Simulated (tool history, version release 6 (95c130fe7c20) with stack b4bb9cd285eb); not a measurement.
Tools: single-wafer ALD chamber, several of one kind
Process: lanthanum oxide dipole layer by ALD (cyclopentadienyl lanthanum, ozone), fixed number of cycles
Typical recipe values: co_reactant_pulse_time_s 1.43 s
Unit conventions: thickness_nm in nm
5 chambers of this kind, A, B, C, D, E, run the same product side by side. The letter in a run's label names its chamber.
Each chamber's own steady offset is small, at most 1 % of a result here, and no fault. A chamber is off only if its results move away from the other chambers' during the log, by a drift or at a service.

run     day  co_reactant_pulse_time_s  hours since the last thermocouple change  hours since the last ozone generator service  read-back reference wafer on the same gauge, thickness_nm  thickness_nm
 1A   0.479                      1.43                                     330.3                                         578.0                                                    0.52377       0.54250
 2C   0.942                      1.43                                    2526.3                                         202.2                                                    0.52385       0.54672
 3D   1.217                      1.43                                     760.6                                         520.7                                                    0.52396       0.54790
 4B   1.525                      1.43                                    1008.5                                        1608.1                                                    0.52365       0.54866
 5E   1.804                      1.83                                     938.5                                         285.7                                                    0.52363       0.56919
 6C   2.225                      1.83                                    2557.1                                         233.0                                                    0.52349       0.56453
 7B   2.500                      1.83                                    1031.9                                        1631.5                                                    0.52341       0.56570
 8E   3.046                      1.83                                     968.3                                         315.5                                                    0.52352       0.56767
 9A   3.471                      1.83                                     402.1                                         649.8                                                    0.52321       0.56033
10D   3.908                      1.43                                     825.2                                         585.3                                                    0.52313       0.54922
11D   4.512                      1.63                                     839.7                                         599.8                                                    0.52311       0.55882
      4.525  -- chamber C: thermocouple changed; heater temperature recalibrated
12E   5.000                      1.63                                    1015.2                                         362.4                                                    0.52284       0.55902
13C   5.275                      1.63                                      18.1                                         306.2                                                    0.52270       0.55642
14A   5.650                      1.63                                     454.4                                         702.1                                                    0.52270       0.55234
15B   5.938                      1.63                                    1114.4                                        1714.0                                                    0.52276       0.55724
16A   6.254                      1.43                                     468.9                                         716.6                                                    0.52265       0.54051
17C   6.858                      1.43                                      56.1                                         344.2                                                    0.52255       0.54714
18D   7.362                      1.43                                     908.1                                         668.2                                                    0.52236       0.54813
      7.517  -- chamber D: ozone generator serviced
19B   7.846                      1.25                                    1160.2                                        1759.8                                                    0.52227       0.53166
      7.850  -- chamber B: ozone generator serviced
20E   8.171                      1.25                                    1091.3                                         438.5                                                    0.52223       0.53367
21D   8.758                      1.25                                     941.6                                          29.8                                                    0.52222       0.53378
22A   9.288                      1.25                                     541.7                                         789.4                                                    0.52203       0.52656
23C   9.883                      1.25                                     128.7                                         416.8                                                    0.52189       0.53279
24E  10.321                      1.43                                    1142.9                                         490.1                                                    0.52190       0.54799
     10.646  -- chamber D: thermocouple changed; heater temperature recalibrated
25B  10.921                      1.43                                    1234.0                                          73.8                                                    0.52148       0.54614
26C  11.267                      1.43                                     161.9                                         450.0                                                    0.52193       0.54549
27D  11.858                      1.43                                      29.1                                         104.2                                                    0.52125       0.54596
28A  12.138                      1.43                                     610.1                                         857.8                                                    0.52134       0.54001
29B  12.575                      1.43                                    1273.7                                         113.5                                                    0.52139       0.54604
30E  13.108                      1.43                                    1209.8                                         557.0                                                    0.52126       0.54723
31A  13.400                      1.43                                     640.4                                         888.1                                                    0.52119       0.54086
32D  13.771                      1.69                                      75.0                                         150.1                                                    0.52091       0.56019
33B  14.288                      1.69                                    1314.8                                         154.6                                                    0.52096       0.55802
34C  14.862                      1.69                                     248.2                                         536.3                                                    0.52087       0.55837
35E  15.312                      1.69                                    1262.7                                         609.9                                                    0.52076       0.56103

Each of the 5 chambers runs these same settings next. Fill in every chamber's results:
36A  15.750                      1.43                                                                                                                                                                ?
36B  15.750                      1.43                                                                                                                                                                ?
36C  15.750                      1.43                                                                                                                                                                ?
36D  15.750                      1.43                                                                                                                                                                ?
36E  15.750                      1.43                                                                                                                                                                ?

run  thickness_nm
36A       0.53886
36B       0.54416
36C       0.54655
36D       0.54590
36E       0.54732

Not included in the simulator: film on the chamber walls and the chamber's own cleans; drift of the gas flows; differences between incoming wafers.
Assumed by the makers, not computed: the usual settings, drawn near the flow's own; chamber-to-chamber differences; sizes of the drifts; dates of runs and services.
